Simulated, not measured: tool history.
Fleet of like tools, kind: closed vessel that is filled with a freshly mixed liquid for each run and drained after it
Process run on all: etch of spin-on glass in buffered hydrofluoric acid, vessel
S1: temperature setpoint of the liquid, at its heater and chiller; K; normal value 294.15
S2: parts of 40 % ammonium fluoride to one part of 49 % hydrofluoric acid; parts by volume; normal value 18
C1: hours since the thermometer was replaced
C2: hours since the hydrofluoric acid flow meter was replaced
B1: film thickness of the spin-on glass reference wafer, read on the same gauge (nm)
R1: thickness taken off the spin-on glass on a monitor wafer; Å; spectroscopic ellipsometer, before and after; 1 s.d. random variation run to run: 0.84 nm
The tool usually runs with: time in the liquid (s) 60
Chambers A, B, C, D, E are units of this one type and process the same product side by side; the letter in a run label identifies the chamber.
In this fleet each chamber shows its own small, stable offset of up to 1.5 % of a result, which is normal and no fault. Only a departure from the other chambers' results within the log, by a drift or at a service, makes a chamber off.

run 1C hour=9 | S1=294.15 S2=18 time_in_the_liquid_(s)=60 | C1=484.3 C2=1398.6 | B1=60.034 | R1=960.65
run 2B hour=18.8 | S1=294.15 S2=18 time_in_the_liquid_(s)=60 | C1=1444.4 C2=827.7 | B1=59.988 | R1=955.93
run 3E hour=28.6 | S1=294.15 S2=18 time_in_the_liquid_(s)=60 | C1=298.9 C2=475.2 | B1=59.957 | R1=952.63
run 4A hour=39.8 | S1=294.15 S2=18 time_in_the_liquid_(s)=60 | C1=1135.2 C2=2119.8 | B1=60.034 | R1=953.56
run 5D hour=48.6 | S1=294.15 S2=18 time_in_the_liquid_(s)=60 | C1=1306.2 C2=1038.9 | B1=60.013 | R1=962.59
-- hour=57.2 chamber A: hydrofluoric acid flow meter replaced
run 6A hour=59.4 | S1=294.15 S2=18 time_in_the_liquid_(s)=60 | C1=1154.8 C2=2.2 | B1=60.001 | R1=970.58
run 7D hour=68.4 | S1=294.15 S2=18 time_in_the_liquid_(s)=60 | C1=1326 C2=1058.7 | B1=60.015 | R1=958.54
run 8C hour=75.1 | S1=294.15 S2=18 time_in_the_liquid_(s)=60 | C1=550.4 C2=1464.7 | B1=60.014 | R1=979.84
run 9E hour=83.4 | S1=290.15 S2=18 time_in_the_liquid_(s)=60 | C1=353.7 C2=530 | B1=59.957 | R1=770.87
run 10B hour=97 | S1=290.15 S2=18 time_in_the_liquid_(s)=60 | C1=1522.6 C2=905.9 | B1=60.005 | R1=757.18
run 11C hour=104.9 | S1=290.15 S2=18 time_in_the_liquid_(s)=60 | C1=580.2 C2=1494.5 | B1=60.013 | R1=781.25
run 12E hour=119.4 | S1=290.15 S2=18 time_in_the_liquid_(s)=60 | C1=389.7 C2=566 | B1=59.989 | R1=766.36
run 13A hour=127.7 | S1=290.15 S2=18 time_in_the_liquid_(s)=60 | C1=1223.1 C2=70.5 | B1=59.998 | R1=780.42
run 14D hour=134.3 | S1=294.15 S2=18 time_in_the_liquid_(s)=30 | C1=1391.9 C2=1124.6 | B1=60.06 | R1=486
-- hour=137.6 chamber B: hydrofluoric acid flow meter replaced
run 15B hour=148.2 | S1=294.15 S2=18 time_in_the_liquid_(s)=30 | C1=1573.8 C2=10.6 | B1=60.036 | R1=486.6
run 16A hour=154.7 | S1=294.15 S2=18 time_in_the_liquid_(s)=30 | C1=1250.1 C2=97.5 | B1=60.031 | R1=493.46
run 17E hour=168.9 | S1=294.15 S2=18 time_in_the_liquid_(s)=30 | C1=439.2 C2=615.5 | B1=60.007 | R1=475.16
run 18C hour=179.6 | S1=294.15 S2=18 time_in_the_liquid_(s)=30 | C1=654.9 C2=1569.2 | B1=60.001 | R1=482.73
-- hour=180.6 chamber C: thermometer replaced
run 19B hour=187.9 | S1=294.15 S2=18 time_in_the_liquid_(s)=60 | C1=1613.5 C2=50.3 | B1=59.971 | R1=952.75
run 20D hour=197.1 | S1=294.15 S2=18 time_in_the_liquid_(s)=60 | C1=1454.7 C2=1187.4 | B1=59.974 | R1=995.17
run 21C hour=205.8 | S1=294.15 S2=18 time_in_the_liquid_(s)=60 | C1=25.2 C2=1595.4 | B1=59.997 | R1=970.6
run 22E hour=216.9 | S1=294.15 S2=18 time_in_the_liquid_(s)=60 | C1=487.2 C2=663.5 | B1=60.012 | R1=957.99
run 23A hour=228.7 | S1=294.15 S2=18 time_in_the_liquid_(s)=60 | C1=1324.1 C2=171.5 | B1=59.973 | R1=992.5
run 24B hour=242.7 | S1=294.15 S2=18 time_in_the_liquid_(s)=60 | C1=1668.3 C2=105.1 | B1=59.987 | R1=953.45
run 25D hour=249.5 | S1=294.15 S2=18 time_in_the_liquid_(s)=60 | C1=1507.1 C2=1239.8 | B1=60.021 | R1=1012.7
run 26B hour=264 | S1=294.15 S2=18 time_in_the_liquid_(s)=60 | C1=1689.6 C2=126.4 | B1=59.991 | R1=969.03
run 27A hour=274.3 | S1=294.15 S2=18 time_in_the_liquid_(s)=60 | C1=1369.7 C2=217.1 | B1=59.972 | R1=971.18
-- hour=279 chamber E: hydrofluoric acid flow meter replaced
run 28D hour=282.9 | S1=294.15 S2=18 time_in_the_liquid_(s)=60 | C1=1540.5 C2=1273.2 | B1=59.971 | R1=1030
run 29E hour=295.5 | S1=294.15 S2=18 time_in_the_liquid_(s)=60 | C1=565.8 C2=16.6 | B1=59.976 | R1=951.33
run 30C hour=308.8 | S1=294.15 S2=18 time_in_the_liquid_(s)=60 | C1=128.2 C2=1698.4 | B1=60.002 | R1=968.06
run 31D hour=322.9 | S1=294.15 S2=18 time_in_the_liquid_(s)=45 | C1=1580.5 C2=1313.2 | B1=59.997 | R1=767.17
run 32A hour=331.4 | S1=294.15 S2=18 time_in_the_liquid_(s)=45 | C1=1426.8 C2=274.2 | B1=59.981 | R1=724.85
run 33B hour=341.8 | S1=294.15 S2=18 time_in_the_liquid_(s)=45 | C1=1767.4 C2=204.2 | B1=60.011 | R1=730.66
-- hour=351.9 chamber A: thermometer replaced
run 34C hour=355.9 | S1=294.15 S2=18 time_in_the_liquid_(s)=45 | C1=175.3 C2=1745.5 | B1=60.016 | R1=725.63
run 35E hour=369.1 | S1=294.15 S2=18 time_in_the_liquid_(s)=45 | C1=639.4 C2=90.2 | B1=59.96 | R1=722.44
run 36A hour=376.2 | S1=294.15 S2=18 time_in_the_liquid_(s)=60 | C1=24.4 C2=319 | B1=60.01 | R1=966.95
run 37D hour=383.1 | S1=294.15 S2=18 time_in_the_liquid_(s)=60 | C1=1640.7 C2=1373.4 | B1=59.989 | R1=1050.9

Each of the 5 chambers runs these same settings next. Fill in every chamber's results:
run 38A hour=393.7 | S1=294.15 S2=18 time_in_the_liquid_(s)=60 | R1=?
run 38B hour=393.7 | S1=294.15 S2=18 time_in_the_liquid_(s)=60 | R1=?
run 38C hour=393.7 | S1=294.15 S2=18 time_in_the_liquid_(s)=60 | R1=?
run 38D hour=393.7 | S1=294.15 S2=18 time_in_the_liquid_(s)=60 | R1=?
run 38E hour=393.7 | S1=294.15 S2=18 time_in_the_liquid_(s)=60 | R1=?

run=38A R1=954.37
run=38B R1=945.96
run=38C R1=969.62
run=38D R1=1041.3
run=38E R1=965.75
